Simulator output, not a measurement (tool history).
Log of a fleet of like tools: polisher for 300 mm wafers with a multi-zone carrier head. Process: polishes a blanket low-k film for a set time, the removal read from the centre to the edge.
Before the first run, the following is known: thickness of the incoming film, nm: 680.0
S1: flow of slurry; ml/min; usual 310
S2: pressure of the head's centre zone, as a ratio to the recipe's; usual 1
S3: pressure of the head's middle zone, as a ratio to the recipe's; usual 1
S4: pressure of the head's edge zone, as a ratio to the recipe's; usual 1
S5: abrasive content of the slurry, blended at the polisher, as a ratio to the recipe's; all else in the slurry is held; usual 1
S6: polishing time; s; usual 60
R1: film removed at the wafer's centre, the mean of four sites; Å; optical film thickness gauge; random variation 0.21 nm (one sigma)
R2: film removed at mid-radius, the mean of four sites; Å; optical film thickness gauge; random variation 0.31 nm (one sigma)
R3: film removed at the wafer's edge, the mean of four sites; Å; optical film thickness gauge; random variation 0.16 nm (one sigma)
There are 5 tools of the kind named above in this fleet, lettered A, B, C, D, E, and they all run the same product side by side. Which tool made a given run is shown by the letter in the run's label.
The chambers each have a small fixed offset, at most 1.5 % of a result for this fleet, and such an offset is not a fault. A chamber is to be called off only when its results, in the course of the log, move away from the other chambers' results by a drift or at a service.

run	hour	S1	S2	S3	S4	S5	S6	R1	R2	R3
# hour 6.9: chamber A: worn pad replaced by a new one
1D	8.7	310	1	1	1	1	60	206.39	207.96	212.57
2A	18.1	310	1	1	1	1	60	210.73	205.99	210.33
# hour 25.5: chamber D: worn pad replaced by a new one
3C	29.2	310	1	1	1	1	60	211.78	207.88	208.16
# hour 35: chamber C: worn pad replaced by a new one
4B	35.8	310	1	1	1	1	60	211.71	199.01	213.32
# hour 38.8: chamber E: worn pad replaced by a new one
5E	47	310	1	1	1	1	60	210.74	211.26	208.67
6B	53.8	310	1	1	1	1	60	207.81	209.57	212.26
# hour 60.7: chamber A: worn pad replaced by a new one
7C	62.4	310	1	1	1	1	60	213.46	206.55	209.27
# hour 66.1: chamber B: worn pad replaced by a new one
8D	70.1	310	1	1	1	1	60	210.27	208.65	211.73
9A	78.4	310	1	1	1	0.8	60	187.25	188.78	188.81
# hour 79.7: chamber D: worn pad replaced by a new one
10E	85.7	310	1	1	1	0.8	60	189.05	190.37	186.57
11D	91.5	310	1	1	1	0.8	60	185.14	185.95	190.26
# hour 95.5: chamber A: slurry nozzle cleaned
# hour 95.8: chamber C: worn pad replaced by a new one
12C	101.1	310	1	1	1	0.8	60	190.45	186.57	190.14
# hour 103.6: chamber E: worn pad replaced by a new one
# hour 107.5: chamber A: worn pad replaced by a new one
13A	108.6	310	1	1	1	0.8	60	184.27	190.58	191.6
14E	116.1	310	1	1	1	1	60	213.84	210.74	206.98
# hour 122.7: chamber B: worn pad replaced by a new one
15B	126.6	310	1	1	1	1	60	214.76	204.55	211.17
# hour 130.9: chamber D: slurry nozzle cleaned
# hour 132.9: chamber D: worn pad replaced by a new one
16B	137.1	310	1	1	1	1	60	218.07	206.95	209.79
# hour 144: chamber C: worn pad replaced by a new one
17E	148.4	310	1	1	1	1	60	214.34	209.17	209.36
18D	157.9	310	1	1	1	1	60	212.21	207.71	210.14
# hour 165.7: chamber A: centre zone pressure recalibrated
# hour 166.8: chamber A: worn pad replaced by a new one
19C	169.5	310	1	1	1	1	60	209.68	209.7	211.42
# hour 175.6: chamber C: slurry nozzle cleaned
20A	178.4	310	1	1	1	1	60	211.14	208.26	212.87
# hour 178.9: chamber B: worn pad replaced by a new one
# hour 185.2: chamber D: worn pad replaced by a new one
# hour 185.8: chamber E: worn pad replaced by a new one
# hour 186: chamber B: slurry nozzle cleaned
21C	189.1	310	1	1	1	1	60	207.61	204.07	212.21
22D	199.6	310	1	1	1	1	60	207.82	210.28	212.93
# hour 204.1: chamber C: worn pad replaced by a new one
23E	206.6	310	1	1	1	1	53	185.44	184.03	184.78
24B	215.7	310	1	1	1	1	53	194.77	184.68	187.04
# hour 216.8: chamber A: worn pad replaced by a new one
# hour 222.2: chamber A: edge zone pressure recalibrated
25A	227.8	310	1	1	1	1	53	184.35	183.93	186
# hour 228.2: chamber E: centre zone pressure recalibrated
26C	236.6	310	1	1	1	1	53	187.42	182.8	189.34
# hour 239: chamber E: slurry nozzle cleaned
27A	246.7	310	1	1	1	1	53	181.82	180.86	186.07
# hour 247.8: chamber D: worn pad replaced by a new one
# hour 248.7: chamber B: worn pad replaced by a new one
# hour 251.2: chamber E: worn pad replaced by a new one
28B	254.8	310	1	1	1	1	60	227.36	202.8	211.04
29D	261.7	310	1	1	1	1	60	206.94	208.88	211.99
30E	273.8	310	1	1	1	1	60	210.47	212.85	208.24

Which is it: a chamber that has drifted or been left off by a service, a gauge drift common to all chambers, or only each chamber's usual small offset? If a chamber is off, name it and its likeliest cause.

Chamber B drifts away from the others.
What lies behind it: centre zone's pressure above its setpoint, % = 8.92.

Below are 4 candidate recipes for chamber B's next run, each the usual settings with a change, their results shown as question marks. Which of them brings B's results back in line with what the other chambers give on the usual settings?
Counts as in line when no further than this from what the other chambers average on the usual settings: R1 7.2 Å; R2 11 Å; R3 5.7 Å
31B-1	282.5	305	0.92	1.03	1.02	1	59	?	?	?
31B-2	282.5	315	1.08	0.97	0.98	1	61	?	?	?
31B-3	282.5	320	1.13	0.95	0.97	1	62	?	?	?
31B-4	282.5	305	0.88	1.05	1.03	1	59	?	?	?

Other chambers, usual settings, mean: R1 209.68 Å; R2 210 Å; R3 210.54 Å
run	R1	R2	R3
31B-1	207.63	209.07	210.78
31B-2	255.96	205	214.06
31B-3	273.46	204.66	216.71
31B-4	197.85	212.85	211.81
Change 31B-1 lands the chamber within the allowed miss of the other chambers.
